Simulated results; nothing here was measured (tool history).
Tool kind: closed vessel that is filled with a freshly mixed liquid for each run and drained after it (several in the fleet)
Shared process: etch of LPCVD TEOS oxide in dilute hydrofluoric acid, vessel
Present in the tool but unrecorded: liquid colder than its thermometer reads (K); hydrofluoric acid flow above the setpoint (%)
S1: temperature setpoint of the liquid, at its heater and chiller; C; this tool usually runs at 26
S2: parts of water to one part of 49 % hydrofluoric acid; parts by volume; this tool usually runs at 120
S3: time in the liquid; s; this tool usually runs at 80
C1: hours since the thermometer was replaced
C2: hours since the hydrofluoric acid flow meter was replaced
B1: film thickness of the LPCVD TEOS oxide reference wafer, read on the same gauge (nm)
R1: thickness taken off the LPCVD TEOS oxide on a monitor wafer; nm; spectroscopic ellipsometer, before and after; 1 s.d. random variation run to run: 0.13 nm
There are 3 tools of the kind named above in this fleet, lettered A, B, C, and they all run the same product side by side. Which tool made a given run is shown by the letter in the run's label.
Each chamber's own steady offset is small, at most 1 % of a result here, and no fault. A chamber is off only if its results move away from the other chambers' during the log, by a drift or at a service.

run   hour    S1   S2  S3      C1      C2      B1      R1
 1C    5.9    26  120  80  1236.4      79  50.006  14.627
 2A   11.4    26  120  80   485.7   353.5      50  14.665
 3B   17.5    26  120  80   320.8    2156  50.016  14.766
 4C   20.3    26  120  80  1250.8    93.4   50.01  14.798
 5B   26.8  30.5  165  80   330.1  2165.3  49.998  12.047
 6A     30  30.5  165  80   504.3   372.1  49.991  11.942
 7C   32.9  30.5  165  80  1263.4     106  49.995   11.77
 8B   39.1    26  120  80   342.4  2177.6  50.018  14.908
 9A     42    26  140  80   516.3   384.1  50.017  12.275
10C   45.5    26  140  80    1276   118.6   49.99  12.242
11A   49.5    26  140  80   523.8   391.6  50.023  12.283
12B   52.7    26  120  80     356  2191.2  49.991   14.74
13C   56.2    26  120  80  1286.7   129.3  50.006  14.379
14A   60.3    26  120  80   534.6   402.4  50.014  14.614
15B   66.3  28.5  120  80   369.6  2204.8  49.987   16.28
16A   70.9  28.5  120  80   545.2     413   49.98   16.35
17B     75  28.5  120  80   378.3  2213.5  49.992  16.467
18C   79.3    22  170  80  1309.8   152.4  50.003  8.1364
19B   83.7    22  170  80     387  2222.2  49.973  8.5063
20A   88.6    22  170  80   562.9   430.7  49.993  8.4472
21C   93.3    26  120  80  1323.8   166.4  50.009  14.016
      94.7  -- chamber B: hydrofluoric acid flow meter replaced
22A   97.4    26  120  80   571.7   439.5  50.019  14.691
23B  101.1    26  120  80   404.4     6.5  49.986  14.788
24C  104.4    26  120  80  1334.9   177.5  49.984   13.65
25C  108.4    26  120  80  1338.9   181.5  50.024   13.64
26B  111.5    26  120  80   414.8    16.9   49.99  14.723
27A    115    26  120  80   589.3   457.1  50.003  14.786
28A  118.4    26  120  80   592.7   460.5  50.031   14.98
29B  123.8    26  120  80   427.1    29.2  50.006  14.683
30C  126.9    26  120  80  1357.4     200  50.011  13.279

One chamber off, gauge drift, or nothing amiss beyond the chambers' own small offsets? If it is a chamber, which one, and what is the likeliest cause?

It is chamber C that slowly wanders off from its peers.
Most likely cause: liquid colder than its thermometer reads (K) = 2.46.
The log may not separate it from: hydrofluoric acid flow below the setpoint (%).

Which of the 4 candidates below, each the usual settings with something changed and its results left as question marks, puts chamber C back in line with what the other chambers give on the usual settings?
In-line tolerance around the mean of the other chambers on the usual settings: R1 0.47 nm
31C-1  131.6    26  110  80               ?
31C-2  131.6    26  120  95               ?
31C-3  131.6  23.5  120  80               ?
31C-4  131.6  21.5  120  80               ?

Usual-settings mean across the other chambers: R1 14.698 nm
  run      R1
31C-1  14.839
31C-2  15.963
31C-3  12.187
31C-4  11.252
With 31C-1, the chamber falls back in line with the rest.
